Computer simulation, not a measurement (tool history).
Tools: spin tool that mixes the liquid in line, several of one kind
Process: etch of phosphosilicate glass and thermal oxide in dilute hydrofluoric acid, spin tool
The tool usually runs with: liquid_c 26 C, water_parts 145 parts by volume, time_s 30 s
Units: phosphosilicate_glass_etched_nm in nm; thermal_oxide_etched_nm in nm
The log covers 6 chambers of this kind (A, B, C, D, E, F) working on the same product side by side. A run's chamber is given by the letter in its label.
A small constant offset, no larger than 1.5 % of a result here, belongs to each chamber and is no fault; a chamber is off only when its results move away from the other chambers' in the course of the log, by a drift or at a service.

run,hour,liquid_c,water_parts,time_s,hours since the thermometer was replaced,hours since the hydrofluoric acid flow meter was replaced,"read-back film thickness of the phosphosilicate glass reference wafer, read on the same gauge (nm)","read-back film thickness of the thermal oxide reference wafer, read on the same gauge (nm)",phosphosilicate_glass_etched_nm,thermal_oxide_etched_nm
1E,5.7,26,145,30,814.7,1077.5,140.01,110.03,23.852,0.98728
2D,17.3,26,145,30,522.7,666.6,140.01,109.99,23.781,1.05180
3F,26.0,26,145,30,1170.5,503.2,140.01,109.99,23.780,0.99516
4C,33.5,26,145,30,1068.3,254.5,140.01,109.96,23.387,0.97237
5A,44.0,26,145,45,306.6,839.6,139.99,110.01,35.283,1.47910
6B,49.2,26,145,45,303.4,758.4,139.99,109.98,35.505,1.48560
7E,58.1,26,145,45,867.1,1129.9,140.00,110.04,35.265,1.60790
8A,65.4,26,145,45,328.0,861.0,139.99,109.94,35.614,1.51440
9B,75.8,26,145,45,330.0,785.0,139.99,110.02,35.849,1.48530
10D,83.4,26,145,45,588.8,732.7,140.01,109.99,35.080,1.48790
11F,94.4,26,145,30,1238.9,571.6,140.01,110.01,23.941,1.01400
12C,101.8,26,145,30,1136.6,322.8,140.01,109.98,23.757,0.98880
13A,109.8,29,145,30,372.4,905.4,140.00,110.04,26.397,1.11420
14B,120.2,29,145,30,374.4,829.4,140.01,109.96,26.390,1.15740
15D,127.0,29,145,30,632.4,776.3,140.02,109.97,26.499,1.15680
16F,134.4,29,145,30,1278.9,611.6,140.01,109.94,26.623,1.11280
17E,141.5,29,145,30,950.5,1213.3,139.98,110.01,26.779,1.12080
# hour 142.8: chamber D: thermometer replaced
# hour 145.2: chamber D: hydrofluoric acid flow meter replaced
18C,149.4,29,145,30,1184.2,370.4,140.00,109.96,26.114,1.09020
19F,161.1,26,145,30,1305.6,638.3,140.02,109.98,23.987,0.99967
20D,170.4,26,145,30,27.7,25.2,140.01,110.00,23.734,1.04130
# hour 174.5: chamber C: hydrofluoric acid flow meter replaced
21C,179.0,26,145,30,1213.8,4.6,140.01,110.01,23.419,1.02090
22A,189.6,26,145,40,452.2,985.2,140.00,109.98,31.638,1.35190
23E,197.0,26,145,40,1006.0,1268.8,139.99,109.99,31.892,1.41010
24B,204.2,26,145,40,458.4,913.4,139.99,110.01,31.824,1.35450
25E,213.9,26,145,40,1022.9,1285.7,139.99,110.02,31.600,1.41540
26A,225.6,26,145,40,488.2,1021.2,139.99,109.99,31.415,1.35780
27C,231.3,26,145,40,1266.1,56.9,139.99,110.00,32.075,1.36670
28B,240.8,26,145,30,495.0,950.0,140.00,110.04,23.800,1.02330
29F,251.4,26,120,30,1395.9,728.6,139.99,110.00,30.195,1.26920
30D,262.4,26,120,30,119.7,117.2,140.00,110.05,29.792,1.28110
31B,273.0,26,120,30,527.2,982.2,140.02,109.99,29.784,1.27850
# hour 275.4: chamber B: hydrofluoric acid flow meter replaced
32C,282.4,26,120,30,1317.2,108.0,140.02,109.97,29.286,1.29740
33A,287.9,26,120,30,550.5,1083.5,140.02,109.99,29.996,1.22230
34D,294.6,26,120,30,151.9,149.4,140.00,109.99,29.578,1.26450
35E,301.8,26,145,35,1110.8,1373.6,140.01,110.00,27.606,1.15470
36F,310.2,26,145,35,1454.7,787.4,140.01,109.98,27.610,1.21570
37A,316.4,26,145,35,579.0,1112.0,140.00,110.01,27.506,1.16310
# hour 317.3: chamber F: hydrofluoric acid flow meter replaced
38B,325.1,26,145,35,579.3,49.7,140.03,110.00,27.725,1.21490
39D,336.6,26,145,35,193.9,191.4,139.99,110.03,27.963,1.20590
40F,343.1,26,145,35,1487.6,25.9,140.00,110.00,27.969,1.18480
41C,351.8,26,145,30,1386.6,177.4,139.99,109.94,23.632,1.00440
42E,359.9,26,145,30,1168.9,1431.7,140.00,109.95,23.907,0.98979
43D,369.6,26,145,30,226.9,224.4,140.00,110.05,24.006,1.00030

Which is it: a chamber that has drifted or been left off by a service, a gauge drift common to all chambers, or only each chamber's usual small offset? If a chamber is off, name it and its likeliest cause.

Nothing is wrong: each chamber keeps only its own small, steady offset and the gauge holds still.
